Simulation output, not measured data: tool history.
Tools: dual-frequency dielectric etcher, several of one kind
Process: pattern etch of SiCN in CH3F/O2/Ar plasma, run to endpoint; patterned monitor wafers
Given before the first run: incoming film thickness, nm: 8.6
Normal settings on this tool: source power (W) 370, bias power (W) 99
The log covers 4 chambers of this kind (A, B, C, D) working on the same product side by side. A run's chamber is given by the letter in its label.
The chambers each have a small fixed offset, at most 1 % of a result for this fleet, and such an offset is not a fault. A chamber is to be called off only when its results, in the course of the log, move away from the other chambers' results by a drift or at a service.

run	hour	source power (W)	bias power (W)	endpoint time (s)
1A	8.7	370	99	21.22
2D	22.8	370	99	21.023
3C	30.9	370	99	21.192
4B	43.4	370	99	21.378
5D	53.7	370	99	21.113
6A	67	430	77	21.945
7C	76.3	430	77	21.842
8B	91.3	430	77	22
9B	102.3	430	77	22.253
10D	115.6	370	99	21.045
11A	127.6	370	99	21.125
12C	142.5	370	99	21.054
13D	151.1	300	107	21.642
14B	164.8	300	107	22.31
15C	173.1	300	107	22.454
16A	181.2	300	107	22.345
17C	193.6	370	99	21.177
# hour 202.9: chamber A: wet clean of the chamber
18B	204.8	370	99	21.22
19A	218.3	370	99	21.17
20D	227.8	370	99	20.813
21D	240.7	370	84	22.467
22B	251.1	370	84	22.316
# hour 252.1: chamber D: wet clean of the chamber
23A	266.1	370	84	22.464
24C	279.6	370	84	22.548
25B	289.2	370	99	20.853
# hour 291.9: chamber B: wet clean of the chamber
26D	296.5	330	82	23.359
27A	304.5	330	82	23.828
28C	317.8	330	82	24.03
29C	328.4	330	82	23.857
30B	336.5	440	119	18.425
31D	346.2	440	119	18.394
32A	354.4	440	119	18.717
33C	362.9	440	119	19.005
34A	375.1	370	99	21.248
35D	387.9	370	99	21.066
36B	399.5	370	99	21.384
37B	407.3	370	116	19.759
38C	421.1	370	116	20.514
39D	428	370	116	19.65
40A	438.6	370	116	20.12

For the next run the whole fleet of 4 chambers uses the same settings. Give each chamber's results:
41A	449.7	290	99	?
41B	449.7	290	99	?
41C	449.7	290	99	?
41D	449.7	290	99	?

run	endpoint time (s)
41A	22.872
41B	23.274
41C	23.91
41D	22.56

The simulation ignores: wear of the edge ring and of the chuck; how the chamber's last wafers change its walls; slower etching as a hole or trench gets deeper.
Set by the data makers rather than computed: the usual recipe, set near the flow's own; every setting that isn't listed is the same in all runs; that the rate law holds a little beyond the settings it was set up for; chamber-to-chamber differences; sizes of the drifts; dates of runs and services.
